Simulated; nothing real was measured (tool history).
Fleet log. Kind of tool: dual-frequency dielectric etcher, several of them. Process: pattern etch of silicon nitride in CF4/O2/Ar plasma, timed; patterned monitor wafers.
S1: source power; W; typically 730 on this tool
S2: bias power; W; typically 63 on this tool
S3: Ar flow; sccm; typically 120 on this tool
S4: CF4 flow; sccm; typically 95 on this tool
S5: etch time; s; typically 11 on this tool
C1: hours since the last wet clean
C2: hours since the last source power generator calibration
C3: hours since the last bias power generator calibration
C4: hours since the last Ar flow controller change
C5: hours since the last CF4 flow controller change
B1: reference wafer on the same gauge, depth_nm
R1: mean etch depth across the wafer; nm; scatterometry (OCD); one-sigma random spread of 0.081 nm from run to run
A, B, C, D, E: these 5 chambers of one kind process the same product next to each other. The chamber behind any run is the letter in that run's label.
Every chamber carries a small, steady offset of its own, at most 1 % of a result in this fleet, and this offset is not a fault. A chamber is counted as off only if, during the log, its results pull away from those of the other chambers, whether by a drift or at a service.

run,hour,S1,S2,S3,S4,S5,C1,C2,C3,C4,C5,B1,R1
1B,12.5,730,63,120,95,11,451.2,1062.9,2055.4,2152.6,2920.8,24.998,30.634
2A,19.7,730,63,120,95,11,123.4,699.6,2860.5,1738.7,421.2,25.001,30.778
3D,30.0,730,63,120,95,11,165.2,3494.3,1293.5,776.6,1040.1,25.017,30.884
# hour 37.0: chamber B: wet clean of the chamber
4E,37.7,730,63,120,95,11,361.0,1197.2,2274.4,667.7,3050.3,24.995,30.484
5C,46.0,730,63,120,95,11,304.0,3952.8,575.8,1039.4,2177.2,25.017,30.812
6B,52.4,730,63,120,95,11,15.5,1102.8,2095.3,2192.5,2960.7,24.987,30.608
# hour 58.2: chamber E: wet clean of the chamber
7E,64.0,570,72,120,95,11,5.8,1223.5,2300.7,694.0,3076.6,24.996,26.142
8D,72.3,570,72,120,95,11,207.5,3536.6,1335.8,818.9,1082.4,24.993,26.160
9A,85.5,570,72,120,95,11,189.2,765.4,2926.3,1804.5,487.0,25.007,26.140
10C,99.6,570,72,120,95,11,357.6,4006.4,629.4,1093.0,2230.8,25.011,26.521
11E,107.6,570,72,120,95,11,49.4,1267.1,2344.3,737.6,3120.2,25.004,26.324
12C,119.6,730,63,120,95,11,377.6,4026.4,649.4,1113.0,2250.8,25.002,30.963
13D,129.7,730,63,120,95,11,264.9,3594.0,1393.2,876.3,1139.8,25.003,31.004
14A,143.1,730,73,94,95,11,246.8,823.0,2983.9,1862.1,544.6,25.001,33.593
15B,149.8,730,73,94,95,11,112.9,1200.2,2192.7,2289.9,3058.1,24.989,33.290
16E,159.7,730,73,94,95,11,101.5,1319.2,2396.4,789.7,3172.3,24.999,33.402
17B,172.6,730,73,94,95,11,135.7,1223.0,2215.5,2312.7,3080.9,25.016,33.269
18C,184.5,730,73,94,95,11,442.5,4091.3,714.3,1177.9,2315.7,24.985,33.629
19D,196.2,730,63,93,113,11,331.4,3660.5,1459.7,942.8,1206.3,24.998,32.444
20A,202.5,730,63,93,113,11,306.2,882.4,3043.3,1921.5,604.0,25.002,32.279
21E,212.7,730,63,93,113,11,154.5,1372.2,2449.4,842.7,3225.3,24.991,32.183
# hour 220.4: chamber D: source power generator calibrated
22C,225.6,730,63,93,113,11,483.6,4132.4,755.4,1219.0,2356.8,25.007,32.631
# hour 231.2: chamber A: wet clean of the chamber
23B,234.4,730,63,93,113,11,197.5,1284.8,2277.3,2374.5,3142.7,24.989,32.171
24D,243.1,730,63,120,95,11,378.3,22.8,1506.6,989.7,1253.2,24.992,31.927
# hour 248.4: chamber D: wet clean of the chamber
25A,255.2,730,63,120,95,11,24.1,935.1,3096.0,1974.2,656.7,24.985,30.690
26D,266.9,730,63,120,95,11,18.6,46.6,1530.4,1013.5,1277.0,25.004,31.906
27E,280.1,730,63,120,95,11,221.9,1439.6,2516.8,910.1,3292.7,24.980,30.564
28B,289.8,730,63,120,95,11,252.9,1340.2,2332.7,2429.9,3198.1,24.998,30.707
# hour 291.3: chamber C: wet clean of the chamber
29A,302.8,730,63,120,95,11,71.7,982.7,3143.6,2021.8,704.3,24.995,30.610
30C,310.8,730,63,120,95,11,19.5,4217.6,840.6,1304.2,2442.0,24.988,30.778
31E,318.6,730,63,120,95,11,260.4,1478.1,2555.3,948.6,3331.2,25.000,30.486
32C,325.0,790,63,120,95,11,33.7,4231.8,854.8,1318.4,2456.2,25.001,33.212
33A,339.4,790,63,120,95,11,108.3,1019.3,3180.2,2058.4,740.9,25.017,32.770
34B,349.6,790,63,120,95,11,312.7,1400.0,2392.5,2489.7,3257.9,25.007,32.691
35D,359.5,790,63,120,95,11,111.2,139.2,1623.0,1106.1,1369.6,25.013,34.219
36D,368.4,790,63,120,95,11,120.1,148.1,1631.9,1115.0,1378.5,25.010,34.092

All chambers now run identical settings, listed one chamber a line with results as question marks. What results will each chamber show?
37A,378.9,730,63,120,95,11,,,,,,,?
37B,378.9,730,63,120,95,11,,,,,,,?
37C,378.9,730,63,120,95,11,,,,,,,?
37D,378.9,730,63,120,95,11,,,,,,,?
37E,378.9,730,63,120,95,11,,,,,,,?

run,R1
37A,30.690
37B,30.561
37C,30.817
37D,31.904
37E,30.625
